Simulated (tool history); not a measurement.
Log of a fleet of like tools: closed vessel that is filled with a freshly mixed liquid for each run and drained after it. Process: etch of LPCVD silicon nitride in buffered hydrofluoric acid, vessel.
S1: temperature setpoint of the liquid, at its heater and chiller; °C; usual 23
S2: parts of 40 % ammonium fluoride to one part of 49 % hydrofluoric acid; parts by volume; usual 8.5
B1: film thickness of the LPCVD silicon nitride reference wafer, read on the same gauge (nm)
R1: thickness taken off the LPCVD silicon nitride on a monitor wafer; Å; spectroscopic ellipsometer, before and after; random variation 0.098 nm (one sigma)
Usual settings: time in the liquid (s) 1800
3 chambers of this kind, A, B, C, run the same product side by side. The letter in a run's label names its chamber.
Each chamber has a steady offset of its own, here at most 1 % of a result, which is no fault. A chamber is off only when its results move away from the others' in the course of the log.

{"run": "1B", "hour": 5.4, "S1": 23, "S2": 8.5, "time in the liquid (s)": 1800, "B1": 110, "R1": 263.85}
{"run": "2C", "hour": 10.1, "S1": 23, "S2": 8.5, "time in the liquid (s)": 1800, "B1": 110.02, "R1": 264.75}
{"run": "3A", "hour": 16.3, "S1": 23, "S2": 8.5, "time in the liquid (s)": 1800, "B1": 110.02, "R1": 263.55}
{"run": "4A", "hour": 24.1, "S1": 23, "S2": 8.5, "time in the liquid (s)": 1800, "B1": 110.01, "R1": 261.06}
{"hour": 24.8, "done": "chamber C: hydrofluoric acid flow meter replaced"}
{"run": "5B", "hour": 28.8, "S1": 23, "S2": 9.5, "time in the liquid (s)": 1800, "B1": 110, "R1": 239.36}
{"run": "6C", "hour": 34.7, "S1": 23, "S2": 9.5, "time in the liquid (s)": 1800, "B1": 110.01, "R1": 239.98}
{"run": "7B", "hour": 40.7, "S1": 23, "S2": 9.5, "time in the liquid (s)": 1800, "B1": 110.03, "R1": 239.33}
{"run": "8A", "hour": 45.2, "S1": 23, "S2": 8.5, "time in the liquid (s)": 1800, "B1": 109.99, "R1": 262.13}
{"run": "9C", "hour": 53.2, "S1": 23, "S2": 8.5, "time in the liquid (s)": 1800, "B1": 110.02, "R1": 264.24}
{"run": "10C", "hour": 56.7, "S1": 23, "S2": 8.5, "time in the liquid (s)": 1800, "B1": 109.98, "R1": 263.34}
{"run": "11A", "hour": 60.2, "S1": 23, "S2": 8.5, "time in the liquid (s)": 1800, "B1": 110, "R1": 261.79}
{"run": "12B", "hour": 67.2, "S1": 23, "S2": 8.5, "time in the liquid (s)": 1800, "B1": 110, "R1": 265.74}
{"run": "13C", "hour": 75.2, "S1": 23, "S2": 8.5, "time in the liquid (s)": 1200, "B1": 110.03, "R1": 175.81}
{"run": "14B", "hour": 79.0, "S1": 23, "S2": 8.5, "time in the liquid (s)": 1200, "B1": 109.98, "R1": 176.92}
{"run": "15A", "hour": 82.8, "S1": 23, "S2": 8.5, "time in the liquid (s)": 1200, "B1": 109.98, "R1": 175.09}
{"run": "16A", "hour": 86.8, "S1": 23, "S2": 8.5, "time in the liquid (s)": 1800, "B1": 109.99, "R1": 263.96}
{"run": "17C", "hour": 93.7, "S1": 23, "S2": 8.5, "time in the liquid (s)": 1800, "B1": 109.97, "R1": 262.12}
{"run": "18B", "hour": 100.9, "S1": 23, "S2": 8.5, "time in the liquid (s)": 1800, "B1": 109.99, "R1": 266.22}
{"run": "19A", "hour": 107.0, "S1": 23, "S2": 8.5, "time in the liquid (s)": 1800, "B1": 110, "R1": 262.19}
{"run": "20C", "hour": 111.7, "S1": 23, "S2": 8.5, "time in the liquid (s)": 1800, "B1": 110, "R1": 263.22}
{"run": "21B", "hour": 118.7, "S1": 23, "S2": 8.5, "time in the liquid (s)": 1800, "B1": 109.97, "R1": 269.53}
{"run": "22A", "hour": 124.6, "S1": 23, "S2": 8.5, "time in the liquid (s)": 1800, "B1": 109.99, "R1": 261.91}
{"run": "23C", "hour": 130.7, "S1": 20, "S2": 8.5, "time in the liquid (s)": 850, "B1": 109.99, "R1": 105.76}
{"run": "24B", "hour": 134.3, "S1": 20, "S2": 8.5, "time in the liquid (s)": 850, "B1": 110.01, "R1": 107.24}
{"run": "25C", "hour": 142.1, "S1": 20, "S2": 8.5, "time in the liquid (s)": 850, "B1": 109.99, "R1": 105.06}
{"run": "26B", "hour": 149.1, "S1": 23, "S2": 8.5, "time in the liquid (s)": 1800, "B1": 109.99, "R1": 269.37}
{"run": "27A", "hour": 152.6, "S1": 23, "S2": 8.5, "time in the liquid (s)": 1800, "B1": 110, "R1": 261.87}
{"hour": 159.4, "done": "chamber A: thermometer replaced"}
{"run": "28A", "hour": 159.8, "S1": 23, "S2": 8.5, "time in the liquid (s)": 1800, "B1": 109.99, "R1": 261.07}
{"run": "29B", "hour": 163.9, "S1": 19.5, "S2": 8.5, "time in the liquid (s)": 865, "B1": 109.99, "R1": 106.74}
{"run": "30C", "hour": 170.8, "S1": 19.5, "S2": 8.5, "time in the liquid (s)": 865, "B1": 109.99, "R1": 103.72}
{"run": "31A", "hour": 178.5, "S1": 19.5, "S2": 8.5, "time in the liquid (s)": 865, "B1": 109.98, "R1": 104.27}
{"run": "32B", "hour": 183.7, "S1": 26, "S2": 11, "time in the liquid (s)": 1800, "B1": 109.98, "R1": 254.89}
{"run": "33C", "hour": 189.2, "S1": 26, "S2": 11, "time in the liquid (s)": 1800, "B1": 109.96, "R1": 248.38}
{"run": "34B", "hour": 196.4, "S1": 26, "S2": 11, "time in the liquid (s)": 1800, "B1": 110, "R1": 254.18}
{"run": "35C", "hour": 202.3, "S1": 23, "S2": 8.5, "time in the liquid (s)": 1800, "B1": 110.02, "R1": 264.55}
{"run": "36A", "hour": 207.9, "S1": 23, "S2": 8.5, "time in the liquid (s)": 1800, "B1": 110, "R1": 262.55}
{"run": "37B", "hour": 215.6, "S1": 23, "S2": 8.5, "time in the liquid (s)": 1800, "B1": 110.01, "R1": 273.59}
{"run": "38C", "hour": 220.3, "S1": 23, "S2": 8.5, "time in the liquid (s)": 1800, "B1": 109.99, "R1": 265.49}
{"run": "39A", "hour": 225.5, "S1": 23, "S2": 8.5, "time in the liquid (s)": 1800, "B1": 110.01, "R1": 262.19}

Is one chamber off against the others, does the gauge drift, or is nothing wrong? If a chamber is off, say which, and what the likeliest cause is.

Chamber B drifts away from the others.
Cause: hydrofluoric acid flow above the setpoint (%) = 2.9.
The log may not tell that from: liquid hotter than its thermometer reads (K).

Here are 4 candidates for chamber B's next run, each the usual settings with a change, their results left as question marks. Which one brings its results back in line with what the others give on the usual settings?
In line means no further than this from the other chambers' mean on the usual settings: R1 3.4 Å
{"run": "40B-1", "hour": 231.2, "S1": 23, "S2": 8.5, "time in the liquid (s)": 1950, "R1": "?"}
{"run": "40B-2", "hour": 231.2, "S1": 23, "S2": 8.5, "time in the liquid (s)": 1870, "R1": "?"}
{"run": "40B-3", "hour": 231.2, "S1": 23, "S2": 8.5, "time in the liquid (s)": 1650, "R1": "?"}
{"run": "40B-4", "hour": 231.2, "S1": 23, "S2": 8.5, "time in the liquid (s)": 1735, "R1": "?"}

The other chambers' mean on the usual settings: R1 262.75 Å
run=40B-1 R1=296.07
run=40B-2 R1=283.92
run=40B-3 R1=250.52
run=40B-4 R1=263.43
40B-4 brings the chamber back in line.
